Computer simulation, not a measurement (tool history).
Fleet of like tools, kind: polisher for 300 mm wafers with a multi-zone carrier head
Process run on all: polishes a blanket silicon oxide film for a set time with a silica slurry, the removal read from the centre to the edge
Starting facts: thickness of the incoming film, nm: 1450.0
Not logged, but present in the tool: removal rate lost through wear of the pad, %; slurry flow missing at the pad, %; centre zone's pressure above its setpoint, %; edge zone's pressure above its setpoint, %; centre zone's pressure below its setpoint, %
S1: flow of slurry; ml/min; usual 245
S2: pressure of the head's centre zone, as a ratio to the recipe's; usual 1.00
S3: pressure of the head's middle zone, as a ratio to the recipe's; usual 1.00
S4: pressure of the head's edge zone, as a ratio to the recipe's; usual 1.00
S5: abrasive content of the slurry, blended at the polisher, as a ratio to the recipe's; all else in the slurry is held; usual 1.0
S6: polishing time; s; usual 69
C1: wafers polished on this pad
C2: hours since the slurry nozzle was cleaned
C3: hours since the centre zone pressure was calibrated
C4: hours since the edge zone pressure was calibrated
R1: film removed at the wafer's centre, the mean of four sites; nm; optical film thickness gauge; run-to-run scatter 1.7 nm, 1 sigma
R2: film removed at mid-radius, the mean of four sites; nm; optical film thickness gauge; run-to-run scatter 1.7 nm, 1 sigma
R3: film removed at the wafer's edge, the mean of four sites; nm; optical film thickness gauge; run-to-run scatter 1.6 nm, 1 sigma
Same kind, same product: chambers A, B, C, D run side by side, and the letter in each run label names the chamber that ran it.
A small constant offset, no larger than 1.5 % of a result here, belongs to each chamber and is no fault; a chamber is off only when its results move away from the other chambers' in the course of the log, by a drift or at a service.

run   hour   S1    S2    S3    S4   S5  S6    C1     C2     C3     C4      R1      R2      R3
 1B    3.0  245  1.00  1.00  1.00  1.0  69   887  101.9  795.1  595.9  181.66  174.21  177.17
 2A    5.5  245  1.00  1.00  1.00  1.0  69   425  189.3   17.6  618.2  177.29  181.75  178.39
 3C    9.3  245  1.00  1.00  1.00  1.0  69   190  313.2  198.0   40.7  180.55  179.75  180.55
 4D   11.7  245  1.00  1.00  1.00  1.0  69   681   91.0  817.3  385.1  179.44  182.09  177.28
 5A   16.5  245  1.00  1.00  1.00  1.0  69   527  200.3   28.6  629.2  180.82  177.76  179.17
 6B   19.9  245  1.00  1.00  1.00  1.0  69  1044  118.8  812.0  612.8  180.00  177.85  175.83
      23.2  -- chamber B: worn pad replaced by a new one
 7C   24.1  245  1.00  1.00  1.00  1.0  69   327  328.0  212.8   55.5  180.52  178.43  182.76
      26.4  -- chamber A: worn pad replaced by a new one
      26.8  -- chamber D: worn pad replaced by a new one
 8D   27.3  245  0.89  0.89  1.00  1.0  69     5  106.6  832.9  400.7  159.50  163.40  176.13
 9A   31.5  245  0.89  0.89  1.00  1.0  69    47  215.3   43.6  644.2  157.21  162.73  180.68
10B   35.4  245  0.89  0.89  1.00  1.0  69   113  134.3  827.5  628.3  157.05  161.29  179.58
11D   40.0  245  0.89  0.89  1.00  1.0  69   123  119.3  845.6  413.4  158.59  162.61  180.60
      42.4  -- chamber B: edge zone pressure recalibrated
12C   43.7  245  1.00  1.00  1.00  1.0  69   509  347.6  232.4   75.1  178.77  180.24  180.18
13C   48.6  245  1.00  1.00  1.00  1.0  69   555  352.5  237.3   80.0  180.89  179.21  179.41
14A   52.4  245  1.00  1.00  1.00  1.0  69   241  236.2   64.5  665.1  178.95  178.18  180.98
15B   56.3  245  1.00  1.00  1.00  1.0  69   307  155.2  848.4   14.0  182.95  175.90  179.75
16D   58.5  245  1.00  1.00  1.00  1.0  69   294  137.8  864.1  431.9  177.15  182.22  178.82
17A   63.5  245  1.00  1.00  1.00  1.0  69   344  247.3   75.6  676.2  177.68  181.75  182.11
      63.8  -- chamber A: slurry nozzle cleaned
18D   68.2  245  1.00  1.00  1.00  0.9  69   384  147.5  873.8  441.6  171.70  172.34  169.81
19B   72.8  245  1.00  1.00  1.00  0.9  69   461  171.7  864.9   30.5  169.49  170.06  171.30
20C   76.1  245  1.00  1.00  1.00  0.9  69   810  380.0  264.8  107.5  167.85  171.67  171.01
21B   80.5  245  1.00  1.00  1.00  0.9  69   532  179.4  872.6   38.2  171.27  168.63  167.73
      81.9  -- chamber A: worn pad replaced by a new one
22C   83.6  245  1.00  1.00  1.00  1.0  69   880  387.5  272.3  115.0  181.63  178.71  183.40
23D   86.0  245  1.00  1.00  1.00  1.0  69   550  165.3  891.6  459.4  178.22  183.32  177.66
24A   89.1  245  1.00  1.00  1.00  1.0  55    67   25.4  101.2  701.8  146.23  142.57  143.48
      89.2  -- chamber D: centre zone pressure recalibrated
      92.7  -- chamber B: slurry nozzle cleaned
25A   94.0  245  1.00  1.00  1.00  1.0  55   112   30.3  106.1  706.7  142.11  142.01  143.14
26B   98.3  245  1.00  1.00  1.00  1.0  55   697    5.7  890.4   56.0  143.85  142.10  143.50
27C  101.7  245  1.00  1.00  1.00  1.0  55  1048  405.6  290.4  133.1  142.39  143.17  144.05
28D  105.4  245  1.00  1.00  1.00  1.0  69   730  184.7   16.2  478.8  162.96  179.59  180.81
29B  108.1  245  1.11  1.00  1.00  0.9  69   789   15.5  900.2   65.8  192.99  169.78  173.11
30A  112.5  245  1.11  1.00  1.00  0.9  69   284   48.8  124.6  725.2  193.51  168.46  170.66
31D  116.7  245  1.11  1.00  1.00  0.9  69   835  196.0   27.5  490.1  176.86  172.82  168.48
32C  120.7  245  1.11  1.00  1.00  0.9  69  1225  424.6  309.4  152.1  191.08  169.59  172.34
33B  125.3  245  1.00  1.00  1.00  1.0  69   948   32.7  917.4   83.0  182.01  178.34  178.85
34C  130.1  245  1.00  1.00  1.00  1.0  69  1312  434.0  318.8  161.5  176.01  182.35  182.25
35A  133.6  245  1.00  1.00  1.00  1.0  69   480   69.9  145.7  746.3  179.25  182.79  181.67
     133.7  -- chamber D: worn pad replaced by a new one
36D  136.7  245  1.00  1.00  1.00  1.0  69    28  216.0   47.5  510.1  162.63  182.80  176.94
     136.8  -- chamber B: worn pad replaced by a new one
37B  138.9  245  1.00  1.00  1.00  1.0  69    20   46.3  931.0   96.6  180.97  179.00  179.03
38A  143.8  245  1.00  1.00  1.00  1.0  69   575   80.1  155.9  756.5  182.37  183.46  179.28
     147.3  -- chamber C: worn pad replaced by a new one
39C  148.9  245  1.00  1.00  1.00  1.0  69    15  452.8  337.6  180.3  179.19  182.71  181.60

The same settings go to every chamber for the next run, one line per chamber below. Forecast the results for each:
40A  152.6  245  1.00  1.00  1.06  1.0  69                   ?   ?   ?
40B  152.6  245  1.00  1.00  1.06  1.0  69                   ?   ?   ?
40C  152.6  245  1.00  1.00  1.06  1.0  69                   ?   ?   ?
40D  152.6  245  1.00  1.00  1.06  1.0  69                   ?   ?   ?

run      R1      R2      R3
40A  178.98  175.40  189.01
40B  178.94  178.84  185.13
40C  178.35  178.52  184.93
40D  163.76  182.51  185.13
